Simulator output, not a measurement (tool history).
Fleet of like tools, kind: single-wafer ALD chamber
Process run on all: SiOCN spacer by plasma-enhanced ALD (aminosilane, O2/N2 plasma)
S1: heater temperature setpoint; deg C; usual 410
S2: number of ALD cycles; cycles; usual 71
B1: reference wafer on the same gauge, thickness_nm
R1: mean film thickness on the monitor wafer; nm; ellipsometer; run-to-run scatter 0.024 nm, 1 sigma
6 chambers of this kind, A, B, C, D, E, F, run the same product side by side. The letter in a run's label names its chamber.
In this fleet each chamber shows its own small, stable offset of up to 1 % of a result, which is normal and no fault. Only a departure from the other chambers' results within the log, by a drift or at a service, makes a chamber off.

run   hour   S1  S2      B1      R1
 1E    4.8  410  71  4.1397  4.0736
 2D   10.9  410  71  4.1395  4.1311
 3C   18.5  410  71  4.1462    4.16
 4F   23.8  410  71  4.1402   4.166
 5A   30.7  410  71  4.1392  4.1307
 6B   36.1  401  71   4.144  4.2571
 7B   42.5  401  71  4.1395  4.2823
 8A   47.3  401  71  4.1408  4.2859
 9D   52.8  401  71  4.1375  4.2798
10F   57.5  401  71  4.1403  4.2208
11C   65.6  401  71   4.146  4.2618
12E   71.2  410  71  4.1466  4.1247
13E   78.3  410  71  4.1345  4.1067
14D   85.7  410  71  4.1438  4.1634
15A   92.1  410  71  4.1397  4.1025
16B     98  410  71  4.1405  4.1467
17C  101.9  410  71  4.1384  4.2115
18F  108.6  410  71  4.1369  4.1352
19F  112.4  410  71  4.1391  4.1388
20B  118.5  410  71  4.1484  4.1689
21E  123.3  410  71  4.1409  4.1373
22D  129.3  410  71   4.137  4.1472
23C  133.1  415  71  4.1442  4.1047
24A  140.6  415  71  4.1405  4.0881
25E  148.5  415  71   4.146  4.0545
26F  152.4  415  71  4.1385  4.0568
27B  160.3  415  71  4.1412   4.079
28C  164.3  415  71  4.1389  4.1001
29A  170.4  402  71  4.1408  4.2023
30D  177.3  402  71  4.1373  4.2695
31A  181.2  402  71  4.1381  4.2474
32F  187.6  402  71  4.1399  4.2689
33D  191.7  402  71  4.1447   4.234
34B  197.7  402  71  4.1363   4.269
35E  204.8  419  71  4.1361  4.0217
36C  209.7  419  71  4.1354  4.0254

All chambers now run identical settings, listed one chamber a line with results as question marks. What results will each chamber show?
37A  215.7  410  58       ?
37B  215.7  410  58       ?
37C  215.7  410  58       ?
37D  215.7  410  58       ?
37E  215.7  410  58       ?
37F  215.7  410  58       ?

run      R1
37A  3.3805
37B  3.3924
37C  3.4293
37D  3.3761
37E  3.3784
37F  3.3663
